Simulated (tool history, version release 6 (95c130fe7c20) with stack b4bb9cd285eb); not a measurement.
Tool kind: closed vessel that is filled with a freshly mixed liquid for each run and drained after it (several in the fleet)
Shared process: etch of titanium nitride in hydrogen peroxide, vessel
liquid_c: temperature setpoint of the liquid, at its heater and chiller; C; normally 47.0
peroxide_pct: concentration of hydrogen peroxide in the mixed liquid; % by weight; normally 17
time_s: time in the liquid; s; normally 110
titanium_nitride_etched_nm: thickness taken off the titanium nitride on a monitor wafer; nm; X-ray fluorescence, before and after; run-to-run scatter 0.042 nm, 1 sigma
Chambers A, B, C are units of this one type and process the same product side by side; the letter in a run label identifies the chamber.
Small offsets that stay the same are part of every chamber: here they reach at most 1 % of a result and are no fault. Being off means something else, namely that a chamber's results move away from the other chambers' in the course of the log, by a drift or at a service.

run,hour,liquid_c,peroxide_pct,time_s,"read-back film thickness of the titanium nitride reference wafer, read on the same gauge (nm)",titanium_nitride_etched_nm
1A,8.6,47.0,17,110,140.02,4.7301
2B,18.7,47.0,17,110,140.03,4.5877
3C,25.9,47.0,17,110,140.00,4.6506
4A,36.7,47.0,17,110,140.00,4.6629
# hour 37.9: chamber B: new drum of peroxide connected
5B,44.9,47.0,17,110,140.00,4.5985
6C,53.6,47.0,17,110,140.00,4.7990
7A,63.4,47.0,17,110,140.04,4.6861
8C,76.4,47.0,17,110,139.98,4.7845
9B,83.7,47.0,17,110,140.00,4.6645
10C,96.7,47.0,17,110,140.00,4.7715
11A,106.4,47.0,17,110,140.03,4.7105
12B,113.2,47.0,17,110,140.02,4.6315
13C,125.2,47.0,17,110,139.97,4.7854
14B,133.1,54.5,17,110,139.99,8.0224
15A,144.4,54.5,17,110,140.01,7.9489
16A,152.8,54.5,17,110,140.01,8.1161
17B,162.3,47.0,17,110,139.99,4.6818
18C,173.2,47.0,17,110,140.00,4.9873
19A,186.0,47.0,17,165,139.99,6.9978
20C,199.2,47.0,17,165,140.01,7.3971

Predict what each chamber gives when all 3 of them run the settings below next.
21A,209.3,47.0,17,110,,?
21B,209.3,47.0,17,110,,?
21C,209.3,47.0,17,110,,?

run,titanium_nitride_etched_nm
21A,4.6200
21B,4.7191
21C,5.0167
